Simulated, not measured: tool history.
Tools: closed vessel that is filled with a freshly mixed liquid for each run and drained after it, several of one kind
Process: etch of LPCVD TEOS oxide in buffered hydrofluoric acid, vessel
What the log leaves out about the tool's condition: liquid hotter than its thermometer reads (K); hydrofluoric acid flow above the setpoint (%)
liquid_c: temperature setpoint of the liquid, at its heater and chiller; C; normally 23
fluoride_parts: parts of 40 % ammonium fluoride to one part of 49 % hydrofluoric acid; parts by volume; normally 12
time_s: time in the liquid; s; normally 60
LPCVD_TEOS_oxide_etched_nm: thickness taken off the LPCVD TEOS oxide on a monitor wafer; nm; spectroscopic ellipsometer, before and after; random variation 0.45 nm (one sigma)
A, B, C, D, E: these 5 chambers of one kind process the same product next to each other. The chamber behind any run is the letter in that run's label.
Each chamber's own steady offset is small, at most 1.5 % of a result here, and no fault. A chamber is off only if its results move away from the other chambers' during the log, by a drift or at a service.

run     day  liquid_c  fluoride_parts  time_s  hours since the thermometer was replaced  hours since the hydrofluoric acid flow meter was replaced  read-back film thickness of the LPCVD TEOS oxide reference wafer, read on the same gauge (nm)  LPCVD_TEOS_oxide_etched_nm
 1C   0.362        23              12      60                                     554.1                                                      848.1                                                                                         30.004                      120.23
 2E     0.8        23              12      60                                    1416.5                                                      870.2                                                                                         30.024                      121.44
 3B   1.042        23              12      60                                    1678.4                                                      368.3                                                                                         30.006                       120.9
 4A   1.388        23              12      60                                    1430.7                                                       97.3                                                                                          29.99                      121.66
 5D   1.725        23              12      60                                    2139.9                                                      327.8                                                                                         29.992                      121.76
 6A   2.142      18.5               9      60                                    1448.8                                                      115.4                                                                                         29.989                      120.02
 7D   2.371      18.5               9      60                                    2155.4                                                      343.3                                                                                          29.98                       120.9
 8E   2.804      18.5               9      60                                    1464.6                                                      918.3                                                                                         29.991                      121.82
 9B   3.167      18.5               9      60                                    1729.4                                                      419.3                                                                                         30.013                      120.59
10C   3.504      18.5               9      60                                     629.5                                                      923.5                                                                                         29.979                      120.31
11E   3.888        23               8      60                                    1490.6                                                      944.3                                                                                         29.992                       176.1
12C   4.246        23               8      60                                     647.3                                                      941.3                                                                                         29.986                      175.22
      4.658  -- chamber C: thermometer replaced
13B   4.679        23               8      60                                    1765.7                                                      455.6                                                                                         30.004                      176.25
14D   4.912        23               8      60                                    2216.4                                                      404.3                                                                                         29.987                      178.98
15A   5.421        23               8      60                                    1527.5                                                      194.1                                                                                         30.004                      174.78
16C     5.9        23              12      60                                      29.9                                                        981                                                                                         30.002                      120.25
17D   6.292        23              12      60                                    2249.5                                                      437.4                                                                                         30.018                      121.97
18E   6.808      20.5              12      75                                    1560.7                                                     1014.4                                                                                         30.036                      132.12
19A   7.108      20.5              12      75                                      1568                                                      234.6                                                                                          30.03                      132.46
20B   7.596      20.5              12      75                                    1835.7                                                      525.6                                                                                         29.967                      132.26
21B   7.933      20.5              12      75                                    1843.8                                                      533.7                                                                                         30.004                      131.85
22A   8.421      20.5              12      75                                    1599.5                                                      266.1                                                                                         29.996                      132.93
23E   8.688        23              12      60                                    1605.8                                                     1059.5                                                                                         29.991                      120.91
24C   8.962        23              12      60                                     103.4                                                     1054.5                                                                                         29.975                      120.51
25D   9.362        23              12      60                                    2323.2                                                      511.1                                                                                         30.004                       121.6
26E   9.792        23              12      60                                    1632.3                                                       1086                                                                                             30                      120.81
27B  10.104        23              12      75                                    1895.9                                                      585.8                                                                                          29.97                       151.3
28D  10.608        23              12      75                                    2353.1                                                        541                                                                                         29.977                      151.41
29A  10.958        23              12      75                                    1660.4                                                        327                                                                                         30.011                      151.18
30C  11.433        23              12      75                                     162.7                                                     1113.8                                                                                          30.01                      149.48
31A  11.742        23              12      75                                    1679.2                                                      345.8                                                                                         30.004                         152

Decide between three cases: one chamber stands off from its peers, the gauge reading all wafers drifts, or nothing is wrong past each chamber's small offset. Where a chamber is off, say which and what most likely put it there.

The fleet is healthy, with each chamber sitting at its usual small offset and no drift in the gauge.
